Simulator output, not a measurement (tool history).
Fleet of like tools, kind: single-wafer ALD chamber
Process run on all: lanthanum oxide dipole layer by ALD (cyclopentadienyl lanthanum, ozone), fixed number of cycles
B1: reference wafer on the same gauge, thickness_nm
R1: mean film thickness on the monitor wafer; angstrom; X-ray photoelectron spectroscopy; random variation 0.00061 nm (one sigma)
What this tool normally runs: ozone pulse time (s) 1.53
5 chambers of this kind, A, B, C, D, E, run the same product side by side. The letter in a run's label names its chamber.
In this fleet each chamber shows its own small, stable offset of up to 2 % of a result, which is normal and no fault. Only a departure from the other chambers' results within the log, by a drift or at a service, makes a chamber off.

run 1E hour=3.9 | ozone_pulse_time_(s)=1.53 | B1=0.60298 | R1=5.4690
run 2C hour=10.0 | ozone_pulse_time_(s)=1.53 | B1=0.60269 | R1=5.6002
run 3D hour=14.8 | ozone_pulse_time_(s)=1.53 | B1=0.60257 | R1=5.5240
run 4A hour=18.8 | ozone_pulse_time_(s)=1.53 | B1=0.60267 | R1=5.4447
run 5B hour=23.9 | ozone_pulse_time_(s)=1.53 | B1=0.60257 | R1=5.5571
run 6D hour=28.8 | ozone_pulse_time_(s)=1.53 | B1=0.60250 | R1=5.5154
run 7E hour=36.3 | ozone_pulse_time_(s)=1.53 | B1=0.60254 | R1=5.4568
run 8A hour=40.6 | ozone_pulse_time_(s)=2.02 | B1=0.60249 | R1=5.6089
run 9C hour=47.4 | ozone_pulse_time_(s)=2.02 | B1=0.60240 | R1=5.7764
run 10B hour=54.2 | ozone_pulse_time_(s)=2.02 | B1=0.60217 | R1=5.7239
run 11B hour=59.0 | ozone_pulse_time_(s)=2.02 | B1=0.60195 | R1=5.7271
run 12D hour=65.0 | ozone_pulse_time_(s)=2.02 | B1=0.60205 | R1=5.6865
-- hour=66.1 chamber D: ozone generator serviced
run 13E hour=68.4 | ozone_pulse_time_(s)=1.72 | B1=0.60201 | R1=5.5508
run 14C hour=75.2 | ozone_pulse_time_(s)=1.72 | B1=0.60178 | R1=5.6785
run 15A hour=82.0 | ozone_pulse_time_(s)=1.72 | B1=0.60175 | R1=5.5271
run 16C hour=85.9 | ozone_pulse_time_(s)=1.72 | B1=0.60180 | R1=5.6839
run 17B hour=90.9 | ozone_pulse_time_(s)=1.72 | B1=0.60178 | R1=5.6247
run 18E hour=96.0 | ozone_pulse_time_(s)=0.95 | B1=0.60161 | R1=4.8802
run 19D hour=101.3 | ozone_pulse_time_(s)=0.95 | B1=0.60147 | R1=4.8900
run 20A hour=107.7 | ozone_pulse_time_(s)=0.95 | B1=0.60155 | R1=4.8167
run 21E hour=111.1 | ozone_pulse_time_(s)=0.95 | B1=0.60142 | R1=4.8822
run 22A hour=117.9 | ozone_pulse_time_(s)=0.95 | B1=0.60122 | R1=4.8038
run 23B hour=124.8 | ozone_pulse_time_(s)=1.53 | B1=0.60131 | R1=5.5396
run 24C hour=131.4 | ozone_pulse_time_(s)=1.53 | B1=0.60103 | R1=5.5774
run 25D hour=135.4 | ozone_pulse_time_(s)=1.53 | B1=0.60088 | R1=5.5062
run 26E hour=140.9 | ozone_pulse_time_(s)=1.53 | B1=0.60089 | R1=5.4508
run 27B hour=145.8 | ozone_pulse_time_(s)=1.11 | B1=0.60086 | R1=5.1598
run 28C hour=151.2 | ozone_pulse_time_(s)=1.11 | B1=0.60075 | R1=5.2168
run 29D hour=155.5 | ozone_pulse_time_(s)=1.11 | B1=0.60068 | R1=5.1343
-- hour=159.4 chamber C: ozone generator serviced
run 30A hour=160.3 | ozone_pulse_time_(s)=1.11 | B1=0.60063 | R1=5.0602
run 31B hour=165.7 | ozone_pulse_time_(s)=1.11 | B1=0.60057 | R1=5.1493
run 32A hour=169.4 | ozone_pulse_time_(s)=1.53 | B1=0.60041 | R1=5.4224
run 33E hour=175.0 | ozone_pulse_time_(s)=1.53 | B1=0.60039 | R1=5.4432
run 34C hour=179.2 | ozone_pulse_time_(s)=1.53 | B1=0.60040 | R1=5.5643

Next, all 5 chambers run the settings below, one line each with question marks for the results. What does each chamber give?
run 35A hour=184.6 | ozone_pulse_time_(s)=1.97 | R1=?
run 35B hour=184.6 | ozone_pulse_time_(s)=1.97 | R1=?
run 35C hour=184.6 | ozone_pulse_time_(s)=1.97 | R1=?
run 35D hour=184.6 | ozone_pulse_time_(s)=1.97 | R1=?
run 35E hour=184.6 | ozone_pulse_time_(s)=1.97 | R1=?

run=35A R1=5.5785
run=35B R1=5.7006
run=35C R1=5.7351
run=35D R1=5.6649
run=35E R1=5.5899

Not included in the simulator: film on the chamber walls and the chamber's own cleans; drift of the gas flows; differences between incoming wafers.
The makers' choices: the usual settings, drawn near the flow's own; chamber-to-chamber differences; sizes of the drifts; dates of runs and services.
